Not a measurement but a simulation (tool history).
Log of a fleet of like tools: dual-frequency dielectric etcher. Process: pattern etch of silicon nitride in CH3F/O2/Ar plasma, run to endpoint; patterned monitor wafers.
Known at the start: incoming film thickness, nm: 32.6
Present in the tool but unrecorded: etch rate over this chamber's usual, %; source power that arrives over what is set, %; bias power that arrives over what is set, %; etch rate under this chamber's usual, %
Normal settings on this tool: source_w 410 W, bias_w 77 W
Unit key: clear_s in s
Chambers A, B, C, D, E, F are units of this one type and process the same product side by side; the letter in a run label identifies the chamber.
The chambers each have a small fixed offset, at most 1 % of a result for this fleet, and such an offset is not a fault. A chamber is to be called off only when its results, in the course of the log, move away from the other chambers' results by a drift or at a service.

run	day	source_w	bias_w	hours since the last wet clean	hours since the last source power generator calibration	hours since the last bias power generator calibration	clear_s
1C	0.333	410	77	374.2	3084.2	1441.3	45.456
2E	0.525	410	77	50.5	1708.4	299.5	46.011
3D	0.775	410	77	287.3	2154.9	1986.6	44.911
4A	1.017	410	77	408	53	26.5	45.216
5B	1.312	410	77	221.4	886.9	2334.4	45.6
6F	1.592	410	77	217.2	832.6	649.6	45.127
7E	1.775	410	77	80.5	1738.4	329.5	45.745
8C	2.004	500	77	414.3	3124.3	1481.4	42.227
9B	2.342	500	77	246.1	911.6	2359.1	42.821
10F	2.521	500	77	239.5	854.9	671.9	42.165
11D	2.692	500	77	333.3	2200.9	2032.6	42.089
12A	2.883	500	77	452.8	97.8	71.3	41.856
13B	3.104	500	77	264.4	929.9	2377.4	42.454
# day 3.312: chamber C: wet clean of the chamber
14F	3.312	410	77	258.5	873.9	690.9	45.662
15C	3.471	410	77	3.8	3159.5	1516.6	45.314
16D	3.667	410	77	356.7	2224.3	2056	45.477
# day 3.671: chamber C: source power generator calibrated
17A	3.846	410	77	475.9	120.9	94.4	44.898
18E	4.088	410	77	136	1793.9	385	45.605
19C	4.304	410	77	23.8	15.3	1536.6	45.904
20D	4.533	410	77	377.5	2245.1	2076.8	46.325
21E	4.708	410	77	150.9	1808.8	399.9	45.772
22B	4.946	410	77	308.6	974.1	2421.6	45.814
23F	5.125	410	77	302	917.4	734.4	45.219
24A	5.446	470	77	514.3	159.3	132.8	42.504
25D	5.721	470	77	406	2273.6	2105.3	44.313
26F	5.992	470	77	322.8	938.2	755.2	43.435
27C	6.258	470	77	70.7	62.2	1583.5	43.144
# day 6.379: chamber A: wet clean of the chamber
28A	6.542	470	77	4	185.6	159.1	43.04
29E	6.729	470	77	199.4	1857.3	448.4	43.644
30B	7.062	410	77	359.4	1024.9	2472.4	45.51
31F	7.279	410	77	353.7	969.1	786.1	45.434
32B	7.471	410	77	369.2	1034.7	2482.2	45.834
33D	7.792	410	77	455.7	2323.3	2155	47.201
34A	7.971	410	77	38.3	219.9	193.4	45.449
35C	8.267	410	77	118.9	110.4	1631.7	45.464
36E	8.583	410	77	243.9	1901.8	492.9	46.037
37C	8.862	410	77	133.2	124.7	1646	45.88

Read the log: is a single chamber off, either drifting away or since a service, is the gauge that measures every chamber drifting, or is nothing wrong beyond small per-chamber offsets? Name any odd chamber and what most likely caused it.

It is chamber D that slowly wanders off from its peers.
Cause: etch rate under this chamber's usual, % = 5.39.

Chamber D could run next with any of the 4 candidate recipes listed below; each alters the usual settings, and their results appear as question marks. Which one brings its results back in line with what the other chambers deliver on the usual settings?
To be in line, a result may differ from the other chambers' mean on the usual settings by at most: clear_s 1 s
38D-1	9.108	440	82				?
38D-2	9.108	360	77				?
38D-3	9.108	360	68				?
38D-4	9.108	460	86				?

Usual-settings mean across the other chambers: clear_s 45.519 s
run	clear_s
38D-1	45.505
38D-2	50.205
38D-3	52.407
38D-4	44.003
38D-1 puts the chamber back in line with the other chambers.
